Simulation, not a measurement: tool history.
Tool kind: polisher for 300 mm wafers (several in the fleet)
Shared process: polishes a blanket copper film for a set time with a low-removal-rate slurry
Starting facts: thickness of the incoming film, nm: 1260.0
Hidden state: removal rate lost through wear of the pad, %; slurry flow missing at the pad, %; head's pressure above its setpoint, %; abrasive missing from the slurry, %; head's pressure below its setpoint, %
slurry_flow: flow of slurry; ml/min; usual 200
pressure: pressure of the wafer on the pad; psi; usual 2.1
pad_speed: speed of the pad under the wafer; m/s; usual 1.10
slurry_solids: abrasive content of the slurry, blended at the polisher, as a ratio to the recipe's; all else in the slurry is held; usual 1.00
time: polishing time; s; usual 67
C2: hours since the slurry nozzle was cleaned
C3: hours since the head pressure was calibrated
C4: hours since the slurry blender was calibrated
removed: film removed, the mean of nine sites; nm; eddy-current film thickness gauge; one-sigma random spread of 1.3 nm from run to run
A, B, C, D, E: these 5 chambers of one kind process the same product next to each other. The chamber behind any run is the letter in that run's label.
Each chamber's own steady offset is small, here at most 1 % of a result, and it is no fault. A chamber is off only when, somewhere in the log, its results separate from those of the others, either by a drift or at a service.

run 1E hour=6.9 | slurry_flow=200 pressure=2.1 pad_speed=1.10 slurry_solids=1.00 time=67 | wafers_polished_on_this_pad=397 C2=166.6 C3=563.3 C4=104.8 | removed=133.09
-- hour=16.1 chamber B: slurry blender recalibrated
-- hour=17.0 chamber C: worn pad replaced by a new one
run 2D hour=19.3 | slurry_flow=200 pressure=2.1 pad_speed=1.10 slurry_solids=1.00 time=67 | wafers_polished_on_this_pad=412 C2=146.6 C3=706.5 C4=121.5 | removed=130.40
run 3C hour=28.3 | slurry_flow=200 pressure=2.1 pad_speed=1.10 slurry_solids=1.00 time=67 | wafers_polished_on_this_pad=148 C2=507.5 C3=1071.9 C4=414.2 | removed=131.40
run 4A hour=37.3 | slurry_flow=200 pressure=2.1 pad_speed=1.10 slurry_solids=1.00 time=67 | wafers_polished_on_this_pad=583 C2=413.0 C3=606.2 C4=140.0 | removed=131.25
run 5B hour=48.6 | slurry_flow=200 pressure=2.1 pad_speed=1.10 slurry_solids=1.00 time=67 | wafers_polished_on_this_pad=782 C2=438.1 C3=65.1 C4=32.5 | removed=131.43
-- hour=50.7 chamber E: worn pad replaced by a new one
-- hour=52.3 chamber C: slurry blender recalibrated
-- hour=53.3 chamber B: worn pad replaced by a new one
-- hour=54.9 chamber D: worn pad replaced by a new one
run 6B hour=56.3 | slurry_flow=255 pressure=2.1 pad_speed=1.10 slurry_solids=1.00 time=67 | wafers_polished_on_this_pad=39 C2=445.8 C3=72.8 C4=40.2 | removed=136.63
run 7A hour=68.8 | slurry_flow=255 pressure=2.1 pad_speed=1.10 slurry_solids=1.00 time=67 | wafers_polished_on_this_pad=996 C2=444.5 C3=637.7 C4=171.5 | removed=133.38
run 8E hour=74.5 | slurry_flow=255 pressure=2.1 pad_speed=1.10 slurry_solids=1.00 time=67 | wafers_polished_on_this_pad=313 C2=234.2 C3=630.9 C4=172.4 | removed=135.15
run 9D hour=81.0 | slurry_flow=255 pressure=2.1 pad_speed=1.10 slurry_solids=1.00 time=67 | wafers_polished_on_this_pad=343 C2=208.3 C3=768.2 C4=183.2 | removed=134.01
-- hour=88.5 chamber C: head pressure recalibrated
run 10C hour=91.6 | slurry_flow=255 pressure=2.1 pad_speed=1.10 slurry_solids=1.00 time=67 | wafers_polished_on_this_pad=978 C2=570.8 C3=3.2 C4=39.3 | removed=136.47
-- hour=93.2 chamber C: slurry nozzle cleaned
-- hour=97.6 chamber A: worn pad replaced by a new one
run 11E hour=101.3 | slurry_flow=200 pressure=2.1 pad_speed=1.10 slurry_solids=1.00 time=67 | wafers_polished_on_this_pad=664 C2=261.0 C3=657.7 C4=199.2 | removed=131.96
-- hour=107.9 chamber C: worn pad replaced by a new one
run 12A hour=109.3 | slurry_flow=200 pressure=2.1 pad_speed=1.10 slurry_solids=1.00 time=67 | wafers_polished_on_this_pad=154 C2=485.0 C3=678.2 C4=212.0 | removed=130.50
-- hour=113.1 chamber A: slurry blender recalibrated
-- hour=114.0 chamber E: worn pad replaced by a new one
run 13D hour=120.4 | slurry_flow=200 pressure=2.1 pad_speed=0.96 slurry_solids=1.25 time=67 | wafers_polished_on_this_pad=860 C2=247.7 C3=807.6 C4=222.6 | removed=116.89
-- hour=125.8 chamber D: worn pad replaced by a new one
run 14C hour=131.3 | slurry_flow=200 pressure=2.1 pad_speed=0.96 slurry_solids=1.25 time=67 | wafers_polished_on_this_pad=307 C2=38.1 C3=42.9 C4=79.0 | removed=120.14
-- hour=132.4 chamber B: worn pad replaced by a new one
run 15B hour=141.3 | slurry_flow=200 pressure=2.1 pad_speed=0.96 slurry_solids=1.25 time=67 | wafers_polished_on_this_pad=117 C2=530.8 C3=157.8 C4=125.2 | removed=119.06
-- hour=148.4 chamber D: slurry nozzle cleaned
run 16E hour=149.4 | slurry_flow=200 pressure=2.1 pad_speed=0.96 slurry_solids=1.25 time=67 | wafers_polished_on_this_pad=464 C2=309.1 C3=705.8 C4=247.3 | removed=117.40
run 17A hour=158.6 | slurry_flow=200 pressure=2.1 pad_speed=0.96 slurry_solids=1.25 time=67 | wafers_polished_on_this_pad=800 C2=534.3 C3=727.5 C4=45.6 | removed=118.23
run 18B hour=167.2 | slurry_flow=200 pressure=2.1 pad_speed=1.10 slurry_solids=1.00 time=67 | wafers_polished_on_this_pad=456 C2=556.7 C3=183.7 C4=151.1 | removed=130.13
run 19C hour=178.9 | slurry_flow=200 pressure=1.7 pad_speed=1.10 slurry_solids=1.00 time=67 | wafers_polished_on_this_pad=932 C2=85.7 C3=90.5 C4=126.6 | removed=107.70
-- hour=179.7 chamber E: worn pad replaced by a new one
run 20D hour=186.4 | slurry_flow=200 pressure=1.7 pad_speed=1.10 slurry_solids=1.00 time=67 | wafers_polished_on_this_pad=795 C2=38.1 C3=873.6 C4=288.6 | removed=104.93
-- hour=189.8 chamber D: worn pad replaced by a new one
run 21E hour=195.1 | slurry_flow=200 pressure=1.7 pad_speed=1.10 slurry_solids=1.00 time=67 | wafers_polished_on_this_pad=202 C2=354.8 C3=751.5 C4=293.0 | removed=106.63
-- hour=196.5 chamber B: slurry blender recalibrated
-- hour=199.1 chamber E: slurry blender recalibrated
run 22C hour=202.0 | slurry_flow=200 pressure=1.7 pad_speed=1.10 slurry_solids=1.00 time=67 | wafers_polished_on_this_pad=1235 C2=108.8 C3=113.6 C4=149.7 | removed=106.22
-- hour=203.3 chamber B: worn pad replaced by a new one
-- hour=203.6 chamber B: slurry nozzle cleaned
-- hour=207.8 chamber C: worn pad replaced by a new one
-- hour=208.3 chamber A: worn pad replaced by a new one
run 23A hour=212.5 | slurry_flow=200 pressure=1.7 pad_speed=1.10 slurry_solids=1.00 time=67 | wafers_polished_on_this_pad=55 C2=588.2 C3=781.4 C4=99.5 | removed=105.50
-- hour=213.8 chamber D: head pressure recalibrated
run 24D hour=222.5 | slurry_flow=200 pressure=2.1 pad_speed=1.10 slurry_solids=1.00 time=67 | wafers_polished_on_this_pad=429 C2=74.2 C3=8.7 C4=324.7 | removed=130.80
run 25B hour=230.6 | slurry_flow=200 pressure=2.1 pad_speed=1.10 slurry_solids=1.00 time=67 | wafers_polished_on_this_pad=358 C2=27.0 C3=247.1 C4=34.2 | removed=131.17
-- hour=242.1 chamber D: slurry blender recalibrated
run 26B hour=243.1 | slurry_flow=200 pressure=2.1 pad_speed=1.10 slurry_solids=1.00 time=67 | wafers_polished_on_this_pad=522 C2=39.5 C3=259.6 C4=46.7 | removed=134.30
-- hour=245.2 chamber E: worn pad replaced by a new one
run 27A hour=249.3 | slurry_flow=200 pressure=2.1 pad_speed=1.10 slurry_solids=1.00 time=67 | wafers_polished_on_this_pad=538 C2=625.0 C3=818.2 C4=136.3 | removed=130.40
-- hour=253.6 chamber D: worn pad replaced by a new one
run 28C hour=261.3 | slurry_flow=200 pressure=2.1 pad_speed=1.10 slurry_solids=1.00 time=67 | wafers_polished_on_this_pad=702 C2=168.1 C3=172.9 C4=209.0 | removed=131.31
-- hour=266.3 chamber B: worn pad replaced by a new one
run 29E hour=271.0 | slurry_flow=200 pressure=2.1 pad_speed=1.10 slurry_solids=1.00 time=67 | wafers_polished_on_this_pad=339 C2=430.7 C3=827.4 C4=72.0 | removed=133.02
run 30D hour=276.7 | slurry_flow=200 pressure=2.1 pad_speed=1.10 slurry_solids=1.00 time=67 | wafers_polished_on_this_pad=303 C2=128.4 C3=62.9 C4=34.6 | removed=130.60
run 31D hour=286.4 | slurry_flow=200 pressure=2.1 pad_speed=1.10 slurry_solids=1.00 time=67 | wafers_polished_on_this_pad=430 C2=138.1 C3=72.6 C4=44.3 | removed=133.37
run 32A hour=297.7 | slurry_flow=200 pressure=2.1 pad_speed=1.10 slurry_solids=1.00 time=67 | wafers_polished_on_this_pad=1173 C2=673.4 C3=866.6 C4=184.7 | removed=131.41
-- hour=299.1 chamber C: worn pad replaced by a new one
run 33E hour=303.5 | slurry_flow=200 pressure=2.1 pad_speed=1.10 slurry_solids=1.00 time=67 | wafers_polished_on_this_pad=765 C2=463.2 C3=859.9 C4=104.5 | removed=130.51
-- hour=304.2 chamber E: worn pad replaced by a new one
-- hour=307.8 chamber A: worn pad replaced by a new one
run 34C hour=310.2 | slurry_flow=200 pressure=2.1 pad_speed=1.10 slurry_solids=1.00 time=67 | wafers_polished_on_this_pad=146 C2=217.0 C3=221.8 C4=257.9 | removed=133.20
-- hour=315.4 chamber D: worn pad replaced by a new one
run 35B hour=318.4 | slurry_flow=200 pressure=2.1 pad_speed=1.10 slurry_solids=1.00 time=67 | wafers_polished_on_this_pad=684 C2=114.8 C3=334.9 C4=122.0 | removed=131.54
run 36E hour=323.9 | slurry_flow=200 pressure=2.1 pad_speed=1.10 slurry_solids=1.00 time=67 | wafers_polished_on_this_pad=258 C2=483.6 C3=880.3 C4=124.9 | removed=130.97
-- hour=324.5 chamber A: slurry nozzle cleaned
run 37A hour=331.8 | slurry_flow=200 pressure=2.1 pad_speed=1.10 slurry_solids=1.00 time=67 | wafers_polished_on_this_pad=315 C2=7.3 C3=900.7 C4=218.8 | removed=130.28
-- hour=336.8 chamber B: worn pad replaced by a new one
run 38B hour=339.5 | slurry_flow=200 pressure=2.1 pad_speed=1.10 slurry_solids=1.00 time=67 | wafers_polished_on_this_pad=35 C2=135.9 C3=356.0 C4=143.1 | removed=131.56
run 39D hour=346.1 | slurry_flow=200 pressure=2.1 pad_speed=1.10 slurry_solids=1.00 time=67 | wafers_polished_on_this_pad=402 C2=197.8 C3=132.3 C4=104.0 | removed=131.16

Next, every chamber runs the same settings. What will each give?
run 40A hour=355.1 | slurry_flow=200 pressure=2.1 pad_speed=1.10 slurry_solids=1.00 time=67 | removed=?
run 40B hour=355.1 | slurry_flow=200 pressure=2.1 pad_speed=1.10 slurry_solids=1.00 time=67 | removed=?
run 40C hour=355.1 | slurry_flow=200 pressure=2.1 pad_speed=1.10 slurry_solids=1.00 time=67 | removed=?
run 40D hour=355.1 | slurry_flow=200 pressure=2.1 pad_speed=1.10 slurry_solids=1.00 time=67 | removed=?
run 40E hour=355.1 | slurry_flow=200 pressure=2.1 pad_speed=1.10 slurry_solids=1.00 time=67 | removed=?

run=40A removed=131.12
run=40B removed=132.02
run=40C removed=130.87
run=40D removed=129.61
run=40E removed=133.70

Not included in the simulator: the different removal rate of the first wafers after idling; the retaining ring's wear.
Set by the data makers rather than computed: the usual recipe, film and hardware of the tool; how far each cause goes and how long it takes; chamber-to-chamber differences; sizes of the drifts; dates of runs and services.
